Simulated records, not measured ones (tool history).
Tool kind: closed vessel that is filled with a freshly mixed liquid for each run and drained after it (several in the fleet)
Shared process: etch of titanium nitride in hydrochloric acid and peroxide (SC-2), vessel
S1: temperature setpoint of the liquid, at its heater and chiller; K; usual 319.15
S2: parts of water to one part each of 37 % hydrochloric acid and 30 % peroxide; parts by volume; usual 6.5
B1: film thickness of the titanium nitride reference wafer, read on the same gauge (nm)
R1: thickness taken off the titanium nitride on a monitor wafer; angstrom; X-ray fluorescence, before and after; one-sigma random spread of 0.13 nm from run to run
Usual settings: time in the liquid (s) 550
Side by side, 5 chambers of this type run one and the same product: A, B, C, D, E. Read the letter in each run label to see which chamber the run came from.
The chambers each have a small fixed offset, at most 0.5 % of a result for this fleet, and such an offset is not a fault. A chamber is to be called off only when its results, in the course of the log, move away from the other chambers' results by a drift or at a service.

{"day": 0.062, "done": "chamber B: new drum of peroxide connected"}
{"run": "1E", "day": 0.204, "S1": 319.15, "S2": 6.5, "time in the liquid (s)": 550, "B1": 100.03, "R1": 156.28}
{"run": "2C", "day": 0.383, "S1": 319.15, "S2": 6.5, "time in the liquid (s)": 550, "B1": 99.961, "R1": 158.07}
{"run": "3A", "day": 0.521, "S1": 319.15, "S2": 6.5, "time in the liquid (s)": 550, "B1": 100.01, "R1": 156.17}
{"run": "4D", "day": 0.662, "S1": 319.15, "S2": 6.5, "time in the liquid (s)": 550, "B1": 100.01, "R1": 156.64}
{"run": "5B", "day": 0.8, "S1": 319.15, "S2": 6.5, "time in the liquid (s)": 550, "B1": 99.983, "R1": 158.99}
{"run": "6A", "day": 0.988, "S1": 319.15, "S2": 6.5, "time in the liquid (s)": 550, "B1": 99.998, "R1": 158.81}
{"run": "7C", "day": 1.258, "S1": 327.15, "S2": 4, "time in the liquid (s)": 550, "B1": 99.987, "R1": 384.78}
{"run": "8B", "day": 1.454, "S1": 327.15, "S2": 4, "time in the liquid (s)": 550, "B1": 99.973, "R1": 378.97}
{"run": "9E", "day": 1.721, "S1": 327.15, "S2": 4, "time in the liquid (s)": 550, "B1": 100.01, "R1": 385.2}
{"run": "10D", "day": 1.992, "S1": 327.15, "S2": 4, "time in the liquid (s)": 550, "B1": 100.02, "R1": 381.83}
{"run": "11D", "day": 2.242, "S1": 327.15, "S2": 4, "time in the liquid (s)": 550, "B1": 100.05, "R1": 377.89}
{"run": "12B", "day": 2.425, "S1": 319.15, "S2": 6.5, "time in the liquid (s)": 550, "B1": 100.01, "R1": 156.78}
{"run": "13A", "day": 2.612, "S1": 319.15, "S2": 6.5, "time in the liquid (s)": 550, "B1": 100.02, "R1": 155.89}
{"run": "14E", "day": 2.75, "S1": 319.15, "S2": 6.5, "time in the liquid (s)": 550, "B1": 100.02, "R1": 155.74}
{"run": "15C", "day": 2.975, "S1": 319.15, "S2": 6.5, "time in the liquid (s)": 550, "B1": 99.972, "R1": 157.65}
{"run": "16B", "day": 3.121, "S1": 319.15, "S2": 6.5, "time in the liquid (s)": 550, "B1": 99.995, "R1": 158.13}
{"run": "17E", "day": 3.367, "S1": 319.15, "S2": 6.5, "time in the liquid (s)": 550, "B1": 100.01, "R1": 156.77}
{"run": "18C", "day": 3.508, "S1": 319.15, "S2": 6.5, "time in the liquid (s)": 550, "B1": 99.979, "R1": 157.61}
{"run": "19A", "day": 3.688, "S1": 319.15, "S2": 6.5, "time in the liquid (s)": 550, "B1": 100.03, "R1": 152.7}
{"run": "20D", "day": 3.95, "S1": 319.15, "S2": 6.5, "time in the liquid (s)": 550, "B1": 99.974, "R1": 158.05}
{"run": "21B", "day": 4.225, "S1": 319.15, "S2": 6.5, "time in the liquid (s)": 550, "B1": 100.02, "R1": 157.16}
{"run": "22E", "day": 4.346, "S1": 314.15, "S2": 5, "time in the liquid (s)": 550, "B1": 99.989, "R1": 134.83}
{"run": "23C", "day": 4.479, "S1": 314.15, "S2": 5, "time in the liquid (s)": 550, "B1": 99.979, "R1": 134.84}
{"run": "24D", "day": 4.604, "S1": 314.15, "S2": 5, "time in the liquid (s)": 550, "B1": 99.992, "R1": 132.44}
{"run": "25A", "day": 4.85, "S1": 314.15, "S2": 5, "time in the liquid (s)": 550, "B1": 99.999, "R1": 128.77}
{"run": "26A", "day": 5.05, "S1": 314.15, "S2": 5, "time in the liquid (s)": 550, "B1": 99.996, "R1": 126.69}
{"run": "27B", "day": 5.233, "S1": 319.15, "S2": 6.5, "time in the liquid (s)": 550, "B1": 100.03, "R1": 159.22}
{"run": "28C", "day": 5.479, "S1": 319.15, "S2": 6.5, "time in the liquid (s)": 550, "B1": 99.993, "R1": 158.65}
{"run": "29E", "day": 5.642, "S1": 319.15, "S2": 6.5, "time in the liquid (s)": 550, "B1": 100, "R1": 156.69}
{"run": "30D", "day": 5.875, "S1": 319.15, "S2": 6.5, "time in the liquid (s)": 550, "B1": 99.983, "R1": 155.64}
{"run": "31D", "day": 6.071, "S1": 319.15, "S2": 6.5, "time in the liquid (s)": 550, "B1": 100.01, "R1": 160.44}
{"run": "32B", "day": 6.204, "S1": 319.15, "S2": 6.5, "time in the liquid (s)": 550, "B1": 100.02, "R1": 158.31}
{"run": "33E", "day": 6.404, "S1": 319.15, "S2": 6.5, "time in the liquid (s)": 550, "B1": 100.02, "R1": 154.92}
{"run": "34C", "day": 6.554, "S1": 319.15, "S2": 6.5, "time in the liquid (s)": 550, "B1": 99.99, "R1": 158.57}
{"run": "35A", "day": 6.783, "S1": 327.15, "S2": 6.5, "time in the liquid (s)": 670, "B1": 100.02, "R1": 305.13}
{"run": "36E", "day": 7.029, "S1": 327.15, "S2": 6.5, "time in the liquid (s)": 670, "B1": 100.02, "R1": 330.86}
{"run": "37B", "day": 7.254, "S1": 327.15, "S2": 6.5, "time in the liquid (s)": 670, "B1": 99.981, "R1": 331.14}
{"run": "38A", "day": 7.517, "S1": 327.15, "S2": 6.5, "time in the liquid (s)": 670, "B1": 99.967, "R1": 301.13}
{"run": "39C", "day": 7.717, "S1": 327.15, "S2": 6.5, "time in the liquid (s)": 670, "B1": 99.987, "R1": 328.21}
{"run": "40D", "day": 7.862, "S1": 319.15, "S2": 6.5, "time in the liquid (s)": 550, "B1": 100.03, "R1": 155.87}
{"run": "41D", "day": 8.029, "S1": 319.15, "S2": 6.5, "time in the liquid (s)": 550, "B1": 100.05, "R1": 157.33}
{"run": "42A", "day": 8.3, "S1": 319.15, "S2": 6.5, "time in the liquid (s)": 235, "B1": 99.956, "R1": 60.258}
{"run": "43E", "day": 8.5, "S1": 319.15, "S2": 6.5, "time in the liquid (s)": 235, "B1": 99.966, "R1": 66.639}

Predict what each chamber gives when all 5 of them run the settings below next.
{"run": "44A", "day": 8.696, "S1": 325.65, "S2": 6.5, "time in the liquid (s)": 550, "R1": "?"}
{"run": "44B", "day": 8.696, "S1": 325.65, "S2": 6.5, "time in the liquid (s)": 550, "R1": "?"}
{"run": "44C", "day": 8.696, "S1": 325.65, "S2": 6.5, "time in the liquid (s)": 550, "R1": "?"}
{"run": "44D", "day": 8.696, "S1": 325.65, "S2": 6.5, "time in the liquid (s)": 550, "R1": "?"}
{"run": "44E", "day": 8.696, "S1": 325.65, "S2": 6.5, "time in the liquid (s)": 550, "R1": "?"}

run=44A R1=223.47
run=44B R1=242.59
run=44C R1=247.01
run=44D R1=242.22
run=44E R1=246.54
